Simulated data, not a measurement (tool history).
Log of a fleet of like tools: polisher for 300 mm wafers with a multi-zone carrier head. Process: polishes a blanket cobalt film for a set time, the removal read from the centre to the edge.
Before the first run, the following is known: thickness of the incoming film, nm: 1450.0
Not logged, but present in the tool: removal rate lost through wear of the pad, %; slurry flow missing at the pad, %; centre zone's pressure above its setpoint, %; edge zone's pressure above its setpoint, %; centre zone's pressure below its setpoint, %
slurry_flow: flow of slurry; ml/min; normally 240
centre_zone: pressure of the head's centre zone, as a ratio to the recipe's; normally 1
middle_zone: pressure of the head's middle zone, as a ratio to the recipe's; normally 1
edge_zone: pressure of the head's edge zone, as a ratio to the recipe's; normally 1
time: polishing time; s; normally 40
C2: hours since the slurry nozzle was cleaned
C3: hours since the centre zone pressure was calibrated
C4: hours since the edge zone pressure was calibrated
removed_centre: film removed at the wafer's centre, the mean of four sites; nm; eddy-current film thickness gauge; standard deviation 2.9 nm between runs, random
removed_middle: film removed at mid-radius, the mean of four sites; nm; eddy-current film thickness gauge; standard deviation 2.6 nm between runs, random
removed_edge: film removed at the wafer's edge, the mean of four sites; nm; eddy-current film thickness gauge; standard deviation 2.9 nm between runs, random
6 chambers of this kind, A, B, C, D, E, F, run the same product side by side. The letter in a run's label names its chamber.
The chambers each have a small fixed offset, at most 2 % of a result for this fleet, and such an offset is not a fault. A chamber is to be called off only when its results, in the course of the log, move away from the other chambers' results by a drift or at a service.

Run 1B, hour 7.7: usual settings; wafers polished on this pad 215; C2 222.7; C3 518.4; C4 378. Result: removed_centre 228.27 nm, removed_middle 233.19 nm, removed_edge 236.18 nm.
Run 2D, hour 14.4: usual settings; wafers polished on this pad 722; C2 431.4; C3 713.4; C4 326.3. Result: removed_centre 232.15 nm, removed_middle 234.21 nm, removed_edge 228 nm.
At hour 20.5: chamber E: worn pad replaced by a new one.
At hour 21: chamber A: worn pad replaced by a new one.
Run 3A, hour 22.2: usual settings; wafers polished on this pad 12; C2 353.7; C3 83.1; C4 1013.2. Result: removed_centre 231.99 nm, removed_middle 230.78 nm, removed_edge 229.17 nm.
At hour 27: chamber C: worn pad replaced by a new one.
At hour 27.6: chamber E: slurry nozzle cleaned.
At hour 29: chamber F: worn pad replaced by a new one.
Run 4E, hour 30.4: usual settings; wafers polished on this pad 102; C2 2.9; C3 730.8; C4 252.1. Result: removed_centre 235.83 nm, removed_middle 234.18 nm, removed_edge 232.26 nm.
Run 5F, hour 39.8: usual settings; wafers polished on this pad 111; C2 778.9; C3 497.8; C4 564.8. Result: removed_centre 233.85 nm, removed_middle 234.68 nm, removed_edge 226.32 nm.
At hour 49.1: chamber D: worn pad replaced by a new one.
Run 6C, hour 49.2: usual settings; wafers polished on this pad 229; C2 443.8; C3 249.3; C4 400.2. Result: removed_centre 232.44 nm, removed_middle 230.42 nm, removed_edge 233.74 nm.
Run 7C, hour 58.6: usual settings; wafers polished on this pad 325; C2 453.2; C3 258.7; C4 409.6. Result: removed_centre 240.15 nm, removed_middle 232.72 nm, removed_edge 232.32 nm.
Run 8B, hour 67.8: usual settings; wafers polished on this pad 833; C2 282.8; C3 578.5; C4 438.1. Result: removed_centre 232.36 nm, removed_middle 232.27 nm, removed_edge 239.42 nm.
Run 9F, hour 74: usual settings but centre_zone 0.9, middle_zone 0.94; wafers polished on this pad 462; C2 813.1; C3 532; C4 599. Result: removed_centre 209.47 nm, removed_middle 220.61 nm, removed_edge 225.3 nm.
At hour 81.3: chamber C: worn pad replaced by a new one.
Run 10E, hour 82.5: usual settings but centre_zone 0.9, middle_zone 0.94; wafers polished on this pad 638; C2 55; C3 782.9; C4 304.2. Result: removed_centre 206.98 nm, removed_middle 214.67 nm, removed_edge 230.68 nm.
Run 11A, hour 87.4: usual settings but centre_zone 0.9, middle_zone 0.94; wafers polished on this pad 683; C2 418.9; C3 148.3; C4 1078.4. Result: removed_centre 201.45 nm, removed_middle 218.85 nm, removed_edge 230.65 nm.
At hour 93.6: chamber E: worn pad replaced by a new one.
Run 12D, hour 96.1: usual settings but centre_zone 0.9, middle_zone 0.94; wafers polished on this pad 484; C2 513.1; C3 795.1; C4 408. Result: removed_centre 200.15 nm, removed_middle 214.52 nm, removed_edge 230.41 nm.
At hour 98.8: chamber B: worn pad replaced by a new one.
Run 13A, hour 100.3: usual settings but centre_zone 0.9, middle_zone 0.94; wafers polished on this pad 815; C2 431.8; C3 161.2; C4 1091.3. Result: removed_centre 202.71 nm, removed_middle 215.26 nm, removed_edge 230.28 nm.
At hour 103.8: chamber D: slurry nozzle cleaned.
At hour 104.2: chamber F: slurry nozzle cleaned.
Run 14F, hour 109.6: usual settings but centre_zone 0.9, middle_zone 0.94; wafers polished on this pad 828; C2 5.4; C3 567.6; C4 634.6. Result: removed_centre 208.35 nm, removed_middle 217.41 nm, removed_edge 230.4 nm.
Run 15C, hour 117.2: usual settings; wafers polished on this pad 369; C2 511.8; C3 317.3; C4 468.2. Result: removed_centre 230.66 nm, removed_middle 232.8 nm, removed_edge 232.23 nm.
Run 16B, hour 122.3: usual settings; wafers polished on this pad 242; C2 337.3; C3 633; C4 492.6. Result: removed_centre 230.76 nm, removed_middle 229.63 nm, removed_edge 236.12 nm.
At hour 124.8: chamber C: edge zone pressure recalibrated.
At hour 126.6: chamber F: worn pad replaced by a new one.
At hour 127: chamber C: worn pad replaced by a new one.
Run 17E, hour 129.4: usual settings; wafers polished on this pad 368; C2 101.9; C3 829.8; C4 351.1. Result: removed_centre 224.89 nm, removed_middle 227.81 nm, removed_edge 236.63 nm.
At hour 132.6: chamber A: worn pad replaced by a new one.
At hour 138.5: chamber D: worn pad replaced by a new one.
Run 18D, hour 138.5: usual settings; wafers polished on this pad 0; C2 34.8; C3 837.5; C4 450.4. Result: removed_centre 234.97 nm, removed_middle 230.69 nm, removed_edge 231.33 nm.
Run 19B, hour 147.7: usual settings; wafers polished on this pad 503; C2 362.7; C3 658.4; C4 518. Result: removed_centre 226.32 nm, removed_middle 231.66 nm, removed_edge 234.26 nm.
At hour 153.2: chamber D: centre zone pressure recalibrated.
Run 20C, hour 155.5: usual settings; wafers polished on this pad 293; C2 550.1; C3 355.6; C4 30.8. Result: removed_centre 235.08 nm, removed_middle 233.01 nm, removed_edge 233.33 nm.
Run 21A, hour 163.9: usual settings; wafers polished on this pad 322; C2 495.4; C3 224.8; C4 1154.9. Result: removed_centre 228.67 nm, removed_middle 229.72 nm, removed_edge 232.47 nm.
Run 22E, hour 168.8: usual settings but edge_zone 1.07; wafers polished on this pad 773; C2 141.3; C3 869.2; C4 390.5. Result: removed_centre 229.79 nm, removed_middle 233.56 nm, removed_edge 244.15 nm.
At hour 171.4: chamber E: worn pad replaced by a new one.
Run 23D, hour 173.3: usual settings but edge_zone 1.07; wafers polished on this pad 358; C2 69.6; C3 20.1; C4 485.2. Result: removed_centre 235.22 nm, removed_middle 228.36 nm, removed_edge 235.18 nm.
Run 24F, hour 182.6: usual settings but edge_zone 1.07; wafers polished on this pad 576; C2 78.4; C3 640.6; C4 707.6. Result: removed_centre 234.09 nm, removed_middle 232.07 nm, removed_edge 238.12 nm.
At hour 182.7: chamber F: edge zone pressure recalibrated.
At hour 184.8: chamber C: worn pad replaced by a new one.
Run 25A, hour 188.2: usual settings but edge_zone 1.07; wafers polished on this pad 572; C2 519.7; C3 249.1; C4 1179.2. Result: removed_centre 227.17 nm, removed_middle 232.72 nm, removed_edge 241.74 nm.
Run 26C, hour 196.8: usual settings but edge_zone 1.07; wafers polished on this pad 123; C2 591.4; C3 396.9; C4 72.1. Result: removed_centre 233.8 nm, removed_middle 229.96 nm, removed_edge 248.04 nm.
Run 27B, hour 201.4: usual settings but edge_zone 1.07; wafers polished on this pad 1055; C2 416.4; C3 712.1; C4 571.7. Result: removed_centre 230.46 nm, removed_middle 228.03 nm, removed_edge 243.99 nm.
At hour 205.2: chamber B: worn pad replaced by a new one.
Run 28E, hour 208.3: usual settings; wafers polished on this pad 379; C2 180.8; C3 908.7; C4 430. Result: removed_centre 231.08 nm, removed_middle 232.13 nm, removed_edge 237.94 nm.
Run 29F, hour 217.5: usual settings; wafers polished on this pad 934; C2 113.3; C3 675.5; C4 34.8. Result: removed_centre 235.45 nm, removed_middle 233.65 nm, removed_edge 225.91 nm.
Run 30D, hour 224: usual settings but slurry_flow 195 ml/min, centre_zone 1.06; wafers polished on this pad 879; C2 120.3; C3 70.8; C4 535.9. Result: removed_centre 244.61 nm, removed_middle 222.87 nm, removed_edge 221.06 nm.
Run 31D, hour 232.9: usual settings but slurry_flow 195 ml/min, centre_zone 1.06; wafers polished on this pad 971; C2 129.2; C3 79.7; C4 544.8. Result: removed_centre 240.9 nm, removed_middle 227.12 nm, removed_edge 226.09 nm.
At hour 235.2: chamber C: worn pad replaced by a new one.
At hour 237.1: chamber F: worn pad replaced by a new one.
At hour 240.5: chamber E: centre zone pressure recalibrated.
At hour 241.1: chamber E: worn pad replaced by a new one.
Run 32B, hour 241.2: usual settings but slurry_flow 195 ml/min, centre_zone 1.06; wafers polished on this pad 370; C2 456.2; C3 751.9; C4 611.5. Result: removed_centre 233.44 nm, removed_middle 226.24 nm, removed_edge 235.27 nm.
At hour 244: chamber A: worn pad replaced by a new one.
At hour 244.7: chamber A: edge zone pressure recalibrated.
Run 33C, hour 247.8: usual settings but slurry_flow 195 ml/min, centre_zone 1.06; wafers polished on this pad 130; C2 642.4; C3 447.9; C4 123.1. Result: removed_centre 245.72 nm, removed_middle 223.21 nm, removed_edge 235.66 nm.
Run 34A, hour 253.4: usual settings but slurry_flow 195 ml/min, centre_zone 1.06; wafers polished on this pad 97; C2 584.9; C3 314.3; C4 8.8. Result: removed_centre 240.02 nm, removed_middle 229.25 nm, removed_edge 225 nm.
At hour 257.1: chamber E: edge zone pressure recalibrated.
Run 35F, hour 259.2: usual settings but slurry_flow 195 ml/min, centre_zone 1.06; wafers polished on this pad 227; C2 155; C3 717.2; C4 76.5. Result: removed_centre 241.78 nm, removed_middle 221.51 nm, removed_edge 225.38 nm.
Run 36E, hour 268.4: usual settings; wafers polished on this pad 280; C2 240.9; C3 28; C4 11.3. Result: removed_centre 235.6 nm, removed_middle 232.42 nm, removed_edge 234.29 nm.

Decide between three cases: one chamber stands off from its peers, the gauge reading all wafers drifts, or nothing is wrong past each chamber's small offset. Where a chamber is off, say which and what most likely put it there.

No chamber is off and the gauge is stable; the differences are just each chamber's small, constant offset.
